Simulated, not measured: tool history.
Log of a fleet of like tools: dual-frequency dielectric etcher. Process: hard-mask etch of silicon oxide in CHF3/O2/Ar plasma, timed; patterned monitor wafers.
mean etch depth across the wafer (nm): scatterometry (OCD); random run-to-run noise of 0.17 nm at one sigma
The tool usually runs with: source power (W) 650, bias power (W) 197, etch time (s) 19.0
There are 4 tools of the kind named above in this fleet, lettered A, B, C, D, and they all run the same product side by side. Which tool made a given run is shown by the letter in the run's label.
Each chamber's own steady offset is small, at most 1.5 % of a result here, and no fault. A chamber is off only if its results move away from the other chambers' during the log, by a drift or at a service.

| run | hour | source power (W) | bias power (W) | etch time (s) | hours since the last wet clean | hours since the last source power generator calibration | hours since the last bias power generator calibration | read-back reference wafer on the same gauge, depth_nm | mean etch depth across the wafer (nm) |
|---|---|---|---|---|---|---|---|---|---|
| 1C | 7.7 | 650 | 197 | 19.0 | 189.3 | 28.3 | 3066.4 | 32.169 | 39.735 |
|  | 10.6 | chamber A: source power generator calibrated |
| 2D | 12.5 | 650 | 197 | 19.0 | 304.9 | 1247.8 | 1363.3 | 32.173 | 39.997 |
| 3B | 23.0 | 650 | 197 | 19.0 | 25.5 | 3169.1 | 1946.9 | 32.208 | 40.136 |
| 4A | 28.7 | 650 | 197 | 19.0 | 236.5 | 18.2 | 277.0 | 32.179 | 39.745 |
| 5A | 39.2 | 650 | 160 | 19.0 | 247.0 | 28.7 | 287.5 | 32.194 | 37.121 |
|  | 45.5 | chamber B: source power generator calibrated |
| 6D | 48.1 | 650 | 160 | 19.0 | 340.5 | 1283.4 | 1398.9 | 32.228 | 37.441 |
| 7B | 55.7 | 650 | 160 | 19.0 | 58.2 | 10.3 | 1979.6 | 32.199 | 37.673 |
| 8C | 64.5 | 650 | 160 | 19.0 | 246.1 | 85.1 | 3123.2 | 32.199 | 37.286 |
| 9B | 73.8 | 650 | 197 | 19.0 | 76.3 | 28.4 | 1997.7 | 32.210 | 40.193 |
| 10D | 80.5 | 650 | 197 | 19.0 | 372.9 | 1315.8 | 1431.3 | 32.199 | 39.958 |
| 11C | 87.1 | 650 | 197 | 19.0 | 268.7 | 107.7 | 3145.8 | 32.212 | 39.707 |
| 12A | 97.5 | 650 | 197 | 19.0 | 305.3 | 87.0 | 345.8 | 32.244 | 39.473 |
| 13D | 106.3 | 650 | 197 | 19.0 | 398.7 | 1341.6 | 1457.1 | 32.185 | 40.089 |
| 14B | 114.3 | 650 | 197 | 19.0 | 116.8 | 68.9 | 2038.2 | 32.161 | 40.579 |
| 15C | 120.7 | 650 | 197 | 19.0 | 302.3 | 141.3 | 3179.4 | 32.242 | 39.815 |
| 16A | 130.1 | 650 | 232 | 19.0 | 337.9 | 119.6 | 378.4 | 32.181 | 41.821 |
| 17D | 138.9 | 650 | 232 | 19.0 | 431.3 | 1374.2 | 1489.7 | 32.208 | 42.495 |
| 18A | 149.2 | 650 | 232 | 19.0 | 357.0 | 138.7 | 397.5 | 32.193 | 41.688 |
| 19C | 156.6 | 650 | 232 | 19.0 | 338.2 | 177.2 | 3215.3 | 32.193 | 42.022 |
|  | 157.7 | chamber D: wet clean of the chamber |
| 20B | 165.5 | 650 | 197 | 19.0 | 168.0 | 120.1 | 2089.4 | 32.193 | 40.131 |
| 21D | 171.6 | 650 | 149 | 23.5 | 13.9 | 1406.9 | 1522.4 | 32.199 | 47.011 |
| 22B | 181.6 | 650 | 149 | 23.5 | 184.1 | 136.2 | 2105.5 | 32.205 | 45.078 |
| 23C | 189.9 | 650 | 149 | 23.5 | 371.5 | 210.5 | 3248.6 | 32.175 | 44.999 |
| 24A | 197.7 | 650 | 149 | 23.5 | 405.5 | 187.2 | 446.0 | 32.209 | 44.465 |
| 25A | 204.9 | 650 | 197 | 19.0 | 412.7 | 194.4 | 453.2 | 32.208 | 39.624 |
| 26D | 210.6 | 650 | 197 | 19.0 | 52.9 | 1445.9 | 1561.4 | 32.212 | 41.964 |
| 27B | 216.4 | 650 | 231 | 22.0 | 218.9 | 171.0 | 2140.3 | 32.189 | 48.922 |
|  | 222.9 | chamber C: wet clean of the chamber |
| 28C | 224.0 | 650 | 231 | 22.0 | 1.2 | 244.6 | 3282.7 | 32.152 | 48.823 |
| 29A | 229.8 | 650 | 231 | 22.0 | 437.6 | 219.3 | 478.1 | 32.178 | 48.725 |
| 30D | 239.0 | 650 | 231 | 22.0 | 81.3 | 1474.3 | 1589.8 | 32.196 | 51.682 |
| 31C | 247.4 | 650 | 197 | 19.0 | 24.6 | 268.0 | 3306.1 | 32.161 | 39.734 |
|  | 256.2 | chamber A: wet clean of the chamber |
| 32B | 257.3 | 650 | 197 | 19.0 | 259.8 | 211.9 | 2181.2 | 32.158 | 39.848 |
| 33A | 265.4 | 650 | 197 | 19.0 | 9.2 | 254.9 | 513.7 | 32.169 | 39.260 |

Which is it: a chamber that has drifted or been left off by a service, a gauge drift common to all chambers, or only each chamber's usual small offset? If a chamber is off, name it and its likeliest cause.

A service on chamber D put it out of line with the rest.
Cause: etch rate over this chamber's usual, % = 4.47.

Here are 4 candidates for chamber D's next run, each the usual settings with a change, their results left as question marks. Which one brings its results back in line with what the others give on the usual settings?
To be in line, a result may differ from the other chambers' mean on the usual settings by at most: mean etch depth across the wafer (nm) 0.580
| 34D-1 | 273.2 | 650 | 170 | 19.0 |  |  |  |  | ? |
| 34D-2 | 273.2 | 650 | 224 | 19.0 |  |  |  |  | ? |
| 34D-3 | 273.2 | 650 | 159 | 19.0 |  |  |  |  | ? |
| 34D-4 | 273.2 | 650 | 197 | 20.5 |  |  |  |  | ? |

What the other chambers average on the usual settings: mean etch depth across the wafer (nm) 39.867
| run | mean etch depth across the wafer (nm) |
|---|---|
| 34D-1 | 39.695 |
| 34D-2 | 43.649 |
| 34D-3 | 38.820 |
| 34D-4 | 45.031 |
34D-1 puts the chamber back in line with the other chambers.
